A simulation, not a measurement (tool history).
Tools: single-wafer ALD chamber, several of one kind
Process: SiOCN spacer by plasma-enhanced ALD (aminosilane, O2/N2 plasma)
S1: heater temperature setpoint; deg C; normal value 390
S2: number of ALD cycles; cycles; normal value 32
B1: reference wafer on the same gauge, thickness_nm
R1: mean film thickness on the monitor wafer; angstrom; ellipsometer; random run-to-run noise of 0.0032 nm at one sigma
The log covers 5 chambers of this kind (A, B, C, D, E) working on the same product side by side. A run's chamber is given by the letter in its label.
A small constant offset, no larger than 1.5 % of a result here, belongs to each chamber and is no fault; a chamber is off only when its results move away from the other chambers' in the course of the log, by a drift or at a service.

Run 1A, day 0.350: usual settings; B1 1.7396. Result: R1 19.306 angstrom.
Run 2D, day 0.617: usual settings; B1 1.7388. Result: R1 19.339 angstrom.
Run 3B, day 0.979: usual settings; B1 1.7384. Result: R1 19.255 angstrom.
Run 4C, day 1.404: usual settings; B1 1.7398. Result: R1 19.198 angstrom.
At day 1.454: chamber E: thermocouple changed; heater temperature recalibrated.
Run 5E, day 1.817: usual settings but S1 397 deg C, S2 35 cycles; B1 1.7383. Result: R1 20.825 angstrom.
Run 6C, day 2.167: usual settings but S1 397 deg C, S2 35 cycles; B1 1.7385. Result: R1 20.996 angstrom.
Run 7A, day 2.742: usual settings but S1 397 deg C, S2 35 cycles; B1 1.7369. Result: R1 21.078 angstrom.
Run 8D, day 3.321: usual settings but S1 397 deg C, S2 35 cycles; B1 1.7378. Result: R1 21.185 angstrom.
Run 9B, day 3.925: usual settings but S1 397 deg C, S2 35 cycles; B1 1.7370. Result: R1 20.996 angstrom.
Run 10E, day 4.388: usual settings; B1 1.7367. Result: R1 19.089 angstrom.
Run 11E, day 4.929: usual settings; B1 1.7356. Result: R1 19.001 angstrom.
Run 12A, day 5.375: usual settings; B1 1.7358. Result: R1 19.291 angstrom.
Run 13B, day 5.933: usual settings; B1 1.7351. Result: R1 19.205 angstrom.
Run 14C, day 6.358: usual settings but S1 385 deg C; B1 1.7352. Result: R1 19.178 angstrom.
Run 15D, day 6.938: usual settings but S1 385 deg C; B1 1.7350. Result: R1 19.305 angstrom.
Run 16A, day 7.375: usual settings but S1 385 deg C; B1 1.7346. Result: R1 19.263 angstrom.
Run 17D, day 7.700: usual settings but S1 385 deg C; B1 1.7338. Result: R1 19.252 angstrom.
Run 18C, day 8.042: usual settings but S1 385 deg C; B1 1.7337. Result: R1 19.153 angstrom.
Run 19B, day 8.533: usual settings; B1 1.7335. Result: R1 19.266 angstrom.
Run 20E, day 9.096: usual settings; B1 1.7325. Result: R1 18.972 angstrom.
Run 21A, day 9.608: usual settings; B1 1.7328. Result: R1 19.302 angstrom.
Run 22E, day 10.096: usual settings; B1 1.7322. Result: R1 19.022 angstrom.
Run 23C, day 10.521: usual settings; B1 1.7321. Result: R1 19.171 angstrom.
Run 24D, day 11.000: usual settings but S1 403 deg C; B1 1.7317. Result: R1 19.078 angstrom.
Run 25B, day 11.433: usual settings but S1 403 deg C; B1 1.7312. Result: R1 18.999 angstrom.
Run 26E, day 11.988: usual settings but S1 403 deg C; B1 1.7301. Result: R1 18.816 angstrom.
Run 27D, day 12.483: usual settings but S1 403 deg C; B1 1.7300. Result: R1 19.104 angstrom.
Run 28A, day 12.904: usual settings but S1 403 deg C; B1 1.7303. Result: R1 19.018 angstrom.
Run 29C, day 13.442: usual settings but S1 382 deg C; B1 1.7289. Result: R1 19.129 angstrom.
Run 30B, day 13.792: usual settings but S1 382 deg C; B1 1.7305. Result: R1 19.204 angstrom.
Run 31B, day 14.300: usual settings but S1 382 deg C; B1 1.7293. Result: R1 19.141 angstrom.
Run 32D, day 14.846: usual settings but S1 382 deg C; B1 1.7289. Result: R1 19.226 angstrom.
Run 33C, day 15.300: usual settings but S1 382 deg C; B1 1.7286. Result: R1 19.158 angstrom.

Each of the 5 chambers runs these same settings next. Fill in every chamber's results:
Run 34A, day 15.738: usual settings. Result: R1 ?.
Run 34B, day 15.738: usual settings. Result: R1 ?.
Run 34C, day 15.738: usual settings. Result: R1 ?.
Run 34D, day 15.738: usual settings. Result: R1 ?.
Run 34E, day 15.738: usual settings. Result: R1 ?.

run      R1
34A  19.210
34B  19.116
34C  19.175
34D  19.268
34E  18.925
